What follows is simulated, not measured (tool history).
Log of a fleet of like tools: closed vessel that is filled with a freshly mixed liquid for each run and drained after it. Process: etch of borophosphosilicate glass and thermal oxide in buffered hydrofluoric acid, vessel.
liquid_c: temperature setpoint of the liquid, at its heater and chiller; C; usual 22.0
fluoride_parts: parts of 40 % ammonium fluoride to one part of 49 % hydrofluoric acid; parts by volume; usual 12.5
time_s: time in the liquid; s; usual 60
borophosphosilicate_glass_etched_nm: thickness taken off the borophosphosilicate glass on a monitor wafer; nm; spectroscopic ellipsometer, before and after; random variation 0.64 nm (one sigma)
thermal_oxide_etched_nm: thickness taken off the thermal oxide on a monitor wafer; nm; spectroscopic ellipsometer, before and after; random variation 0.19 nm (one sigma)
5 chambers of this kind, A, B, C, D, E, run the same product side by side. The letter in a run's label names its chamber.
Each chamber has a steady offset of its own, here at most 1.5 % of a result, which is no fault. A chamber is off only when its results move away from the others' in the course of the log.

run	hour	liquid_c	fluoride_parts	time_s	hours since the thermometer was replaced	hours since the hydrofluoric acid flow meter was replaced	read-back film thickness of the borophosphosilicate glass reference wafer, read on the same gauge (nm)	read-back film thickness of the thermal oxide reference wafer, read on the same gauge (nm)	borophosphosilicate_glass_etched_nm	thermal_oxide_etched_nm
1B	7.8	22.0	12.5	60	946.4	632.7	90.018	50.014	100.500	51.474
2A	14.4	22.0	12.5	60	2156.4	885.6	90.020	50.002	99.034	51.168
3E	21.2	22.0	12.5	60	1282.8	560.6	90.018	49.987	100.350	50.602
4D	32.8	22.0	12.5	60	1607.5	449.1	90.029	49.968	99.495	51.398
5C	41.8	26.5	16.5	60	378.3	424.8	89.989	50.043	97.057	49.408
6D	47.5	26.5	16.5	60	1622.2	463.8	90.006	49.969	96.752	49.830
7C	54.4	26.5	16.5	60	390.9	437.4	89.986	50.000	97.713	49.677
# hour 58.4: chamber E: thermometer replaced
8B	61.3	26.5	16.5	60	999.9	686.2	90.005	49.999	97.939	50.073
9E	71.4	26.5	16.5	60	13.1	610.8	89.994	49.989	97.840	49.536
10A	83.2	22.0	12.5	60	2225.2	954.4	89.970	50.002	99.477	51.560
11E	93.1	22.0	12.5	60	34.8	632.5	90.010	50.003	100.220	51.016
12C	104.6	22.0	12.5	60	441.1	487.6	89.999	49.989	100.460	51.008
13D	111.3	22.0	12.5	60	1686.0	527.6	89.977	50.002	98.755	50.981
14B	123.2	22.0	12.5	60	1061.8	748.1	89.996	50.027	101.190	51.345
15A	132.5	22.0	12.5	60	2274.5	1003.7	90.044	49.981	99.428	51.604
16E	140.0	22.0	12.5	60	81.7	679.4	90.001	50.021	99.138	50.880
17C	149.2	22.0	17.0	60	485.7	532.2	90.014	49.987	74.054	37.606
18D	154.6	22.0	17.0	60	1729.3	570.9	90.016	50.012	72.629	37.723
19B	161.8	22.0	17.0	60	1100.4	786.7	89.997	49.975	74.652	37.980
20A	169.4	22.0	17.0	60	2311.4	1040.6	89.979	50.019	73.631	37.947
21A	174.8	22.0	17.0	60	2316.8	1046.0	89.966	50.004	73.032	37.637
22B	186.5	22.0	12.5	60	1125.1	811.4	90.019	50.001	100.310	51.430
23E	193.6	22.0	12.5	60	135.3	733.0	90.002	49.983	100.110	50.843
24D	205.8	22.0	12.5	60	1780.5	622.1	89.952	50.022	100.100	50.977
25C	212.7	22.0	12.5	60	549.2	595.7	90.012	50.000	100.960	51.576
# hour 220.0: chamber B: hydrofluoric acid flow meter replaced
26E	221.1	22.0	12.5	60	162.8	760.5	89.985	50.024	100.200	51.136
27C	230.5	22.0	12.5	60	567.0	613.5	90.007	49.973	101.130	51.048
28B	242.9	22.0	12.5	60	1181.5	23.0	89.983	50.033	99.679	51.383
29A	250.4	22.0	12.5	60	2392.4	1121.6	89.969	49.966	99.490	51.681
30D	257.6	22.0	12.5	60	1832.3	673.9	90.001	49.995	99.071	51.003
# hour 259.9: chamber A: hydrofluoric acid flow meter replaced
31E	265.6	22.0	12.5	60	207.3	805.0	89.951	50.022	101.330	51.131
32B	274.6	22.0	12.5	60	1213.2	54.7	90.011	50.004	99.649	51.274
33A	286.2	22.0	12.5	60	2428.2	26.3	90.020	50.031	99.924	51.215
34D	297.1	22.0	12.5	60	1871.8	713.4	90.010	49.951	99.121	51.193
35C	309.2	22.0	12.5	60	645.7	692.2	90.019	50.007	100.910	51.558
# hour 319.6: chamber C: hydrofluoric acid flow meter replaced
36E	320.6	22.0	12.5	60	262.3	860.0	90.005	50.016	100.500	51.295
37B	329.5	22.0	12.5	60	1268.1	109.6	89.990	50.007	100.410	51.486
38A	335.3	22.0	12.5	60	2477.3	75.4	89.993	49.999	99.242	51.563
39C	343.6	22.0	12.5	60	680.1	24.1	90.016	50.051	100.350	50.888
40D	355.2	22.0	12.5	60	1929.9	771.5	90.011	49.982	98.398	51.287
41D	363.5	22.0	12.5	60	1938.2	779.8	90.019	49.973	99.205	50.941
42B	369.3	22.0	12.5	60	1307.9	149.4	89.988	50.005	99.770	51.315
43C	376.3	22.0	12.5	60	712.8	56.8	90.006	49.997	101.470	51.259
44E	387.9	22.0	12.5	60	329.6	927.3	90.015	49.996	100.330	51.611

Is one chamber off against the others, does the gauge drift, or is nothing wrong? If a chamber is off, say which, and what the likeliest cause is.

No chamber stands off beyond its own small offset, and the gauge holds steady.

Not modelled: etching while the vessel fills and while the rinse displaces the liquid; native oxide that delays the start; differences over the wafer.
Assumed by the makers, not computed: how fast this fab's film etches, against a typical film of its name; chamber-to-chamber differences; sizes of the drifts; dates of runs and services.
